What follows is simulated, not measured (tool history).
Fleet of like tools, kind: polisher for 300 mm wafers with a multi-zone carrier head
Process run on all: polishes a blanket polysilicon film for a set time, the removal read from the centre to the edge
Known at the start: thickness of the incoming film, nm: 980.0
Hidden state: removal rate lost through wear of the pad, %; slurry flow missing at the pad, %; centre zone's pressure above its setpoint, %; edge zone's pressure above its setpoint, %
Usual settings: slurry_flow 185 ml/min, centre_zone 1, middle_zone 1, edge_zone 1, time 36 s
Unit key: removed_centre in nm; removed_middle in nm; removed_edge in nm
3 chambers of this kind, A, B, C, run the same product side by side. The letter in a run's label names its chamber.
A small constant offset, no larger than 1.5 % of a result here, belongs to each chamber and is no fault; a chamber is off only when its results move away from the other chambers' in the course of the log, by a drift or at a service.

| run | hour | slurry_flow | centre_zone | middle_zone | edge_zone | time | wafers polished on this pad | hours since the slurry nozzle was cleaned | hours since the centre zone pressure was calibrated | hours since the edge zone pressure was calibrated | removed_centre | removed_middle | removed_edge |
|---|---|---|---|---|---|---|---|---|---|---|---|---|---|
|  | 1.6 | chamber C: worn pad replaced by a new one |
| 1C | 5.5 | 185 | 1 | 1 | 1 | 36 | 28 | 703.2 | 100.5 | 92.1 | 357.26 | 370.38 | 367.76 |
| 2A | 15.6 | 185 | 1 | 1 | 1 | 36 | 642 | 548.7 | 104.4 | 288.3 | 355.75 | 365.11 | 370.54 |
|  | 20.9 | chamber B: centre zone pressure recalibrated |
| 3B | 27.3 | 185 | 1 | 1 | 1 | 36 | 605 | 60.7 | 6.4 | 340.7 | 360.27 | 357.07 | 366.57 |
| 4C | 32.9 | 185 | 1 | 1 | 1 | 36 | 225 | 730.6 | 127.9 | 119.5 | 367.03 | 369.9 | 370.36 |
| 5B | 42.9 | 185 | 1 | 1 | 1 | 36 | 717 | 76.3 | 22 | 356.3 | 360.45 | 363.8 | 362.85 |
| 6A | 51.7 | 185 | 1 | 1 | 1 | 36 | 901 | 584.8 | 140.5 | 324.4 | 364.26 | 366.69 | 364.1 |
|  | 58.2 | chamber C: slurry nozzle cleaned |
| 7C | 60.6 | 185 | 1 | 1 | 1 | 36 | 424 | 2.5 | 155.6 | 147.2 | 367.57 | 363.02 | 370.15 |
| 8A | 67.7 | 185 | 1 | 1 | 1 | 36 | 1016 | 600.8 | 156.5 | 340.4 | 372.59 | 364.17 | 367.16 |
| 9B | 75.6 | 185 | 1 | 1 | 1 | 36 | 952 | 109 | 54.7 | 389 | 366.37 | 367.02 | 360.57 |
| 10C | 84 | 185 | 1 | 1 | 1 | 36 | 591 | 25.9 | 179 | 170.6 | 375.07 | 357.69 | 377.88 |
| 11A | 90.9 | 185 | 1 | 1 | 1 | 36 | 1182 | 624 | 179.7 | 363.6 | 368.09 | 353.21 | 364.67 |
| 12B | 100.8 | 185 | 1 | 1 | 1 | 36 | 1132 | 134.2 | 79.9 | 414.2 | 363.76 | 365.36 | 357.38 |
|  | 101.8 | chamber C: worn pad replaced by a new one |
|  | 106 | chamber B: worn pad replaced by a new one |
| 13A | 111.5 | 185 | 1 | 1 | 1 | 29 | 1330 | 644.6 | 200.3 | 384.2 | 295.82 | 295.62 | 292.41 |
| 14B | 122.8 | 185 | 1 | 1 | 1 | 29 | 120 | 156.2 | 101.9 | 436.2 | 290.44 | 297.23 | 291.73 |
|  | 123.9 | chamber A: worn pad replaced by a new one |
| 15C | 131.4 | 185 | 1 | 1 | 1 | 29 | 212 | 73.3 | 226.4 | 218 | 296.1 | 296.8 | 290.38 |
| 16C | 138 | 185 | 1 | 1 | 1.09 | 36 | 260 | 79.9 | 233 | 224.6 | 363.68 | 368.34 | 378.97 |
| 17A | 148.4 | 185 | 1 | 1 | 1.09 | 36 | 176 | 681.5 | 237.2 | 421.1 | 364.32 | 359.21 | 383.18 |
| 18B | 156.3 | 185 | 1 | 1 | 1.09 | 36 | 361 | 189.7 | 135.4 | 469.7 | 364.29 | 362.44 | 375.81 |
| 19B | 162.6 | 185 | 1 | 1 | 1 | 36 | 406 | 196 | 141.7 | 476 | 357.25 | 364.77 | 361.17 |
| 20C | 174 | 185 | 1 | 1 | 1 | 36 | 518 | 115.9 | 269 | 260.6 | 379.19 | 372.2 | 356.62 |
| 21A | 181.4 | 185 | 1 | 1 | 1 | 36 | 413 | 714.5 | 270.2 | 454.1 | 371.48 | 367.5 | 372.98 |
| 22C | 191.8 | 185 | 1 | 1 | 1 | 36 | 646 | 133.7 | 286.8 | 278.4 | 367.54 | 365.52 | 370.99 |
| 23B | 199.8 | 185 | 1 | 1 | 1 | 36 | 673 | 233.2 | 178.9 | 513.2 | 357.94 | 358.23 | 356.58 |
|  | 200.6 | chamber B: slurry nozzle cleaned |
|  | 200.9 | chamber C: worn pad replaced by a new one |
| 24A | 206.8 | 185 | 1 | 1 | 1 | 36 | 595 | 739.9 | 295.6 | 479.5 | 369.61 | 360.51 | 371.04 |
| 25B | 216.9 | 185 | 1 | 1.04 | 1 | 36 | 796 | 16.3 | 196 | 530.3 | 363.87 | 376.69 | 360.78 |
| 26A | 226.6 | 185 | 1 | 1.04 | 1 | 36 | 737 | 759.7 | 315.4 | 499.3 | 362.58 | 371.39 | 368.56 |
| 27C | 236.7 | 185 | 1 | 1.04 | 1 | 36 | 257 | 178.6 | 331.7 | 323.3 | 362.9 | 379.76 | 368.68 |
|  | 242.6 | chamber A: centre zone pressure recalibrated |
|  | 246.2 | chamber B: worn pad replaced by a new one |
| 28A | 248 | 185 | 1 | 1 | 1 | 36 | 891 | 781.1 | 5.4 | 520.7 | 365.61 | 370.94 | 364.12 |
| 29C | 257.2 | 185 | 1 | 1 | 1 | 36 | 404 | 199.1 | 352.2 | 343.8 | 367.78 | 365.71 | 364.99 |
| 30B | 269 | 185 | 1 | 1 | 1 | 36 | 163 | 68.4 | 248.1 | 582.4 | 363.43 | 367.75 | 358.2 |
| 31A | 274.6 | 185 | 1 | 1 | 1 | 36 | 1082 | 807.7 | 32 | 547.3 | 356.02 | 363.12 | 362.58 |
| 32C | 281.3 | 185 | 1 | 1 | 1 | 36 | 577 | 223.2 | 376.3 | 367.9 | 362.43 | 364.52 | 368.97 |
|  | 283.6 | chamber A: worn pad replaced by a new one |
| 33B | 286.7 | 220 | 1 | 1 | 1.11 | 36 | 290 | 86.1 | 265.8 | 600.1 | 380.23 | 370.29 | 393.01 |
| 34A | 298.2 | 220 | 1 | 1 | 1.11 | 36 | 104 | 831.3 | 55.6 | 570.9 | 378.03 | 365.63 | 390.82 |
|  | 301.1 | chamber C: worn pad replaced by a new one |
| 35B | 308.3 | 220 | 1 | 1 | 1.11 | 36 | 445 | 107.7 | 287.4 | 621.7 | 365.44 | 376.14 | 388.17 |
| 36C | 314.7 | 185 | 1 | 1 | 1 | 36 | 98 | 256.6 | 409.7 | 401.3 | 367.92 | 365.79 | 375.07 |
|  | 320.8 | chamber B: edge zone pressure recalibrated |
| 37C | 325.2 | 185 | 1 | 1 | 1 | 36 | 173 | 267.1 | 420.2 | 411.8 | 366.95 | 367.8 | 373.98 |
|  | 330 | chamber A: slurry nozzle cleaned |
| 38B | 336.1 | 185 | 1 | 1 | 1 | 36 | 645 | 135.5 | 315.2 | 15.3 | 364.6 | 361.18 | 357.58 |
| 39A | 342.9 | 185 | 1 | 1 | 1 | 36 | 425 | 12.9 | 100.3 | 615.6 | 362.6 | 356.13 | 363.72 |
| 40C | 350.4 | 185 | 1 | 1 | 1 | 36 | 354 | 292.3 | 445.4 | 437 | 370.49 | 369.73 | 365.85 |
| 41A | 357.7 | 185 | 1 | 1 | 1 | 36 | 531 | 27.7 | 115.1 | 630.4 | 362.54 | 363.4 | 367.2 |

All 3 chambers run these settings next. Forecast each chamber's results:
| 42A | 366.3 | 185 | 1 | 1.07 | 1 | 36 |  |  |  |  | ? | ? | ? |
| 42B | 366.3 | 185 | 1 | 1.07 | 1 | 36 |  |  |  |  | ? | ? | ? |
| 42C | 366.3 | 185 | 1 | 1.07 | 1 | 36 |  |  |  |  | ? | ? | ? |

| run | removed_centre | removed_middle | removed_edge |
|---|---|---|---|
| 42A | 375.13 | 395.86 | 369.37 |
| 42B | 366.17 | 379.58 | 358.68 |
| 42C | 376.53 | 399.13 | 370.83 |
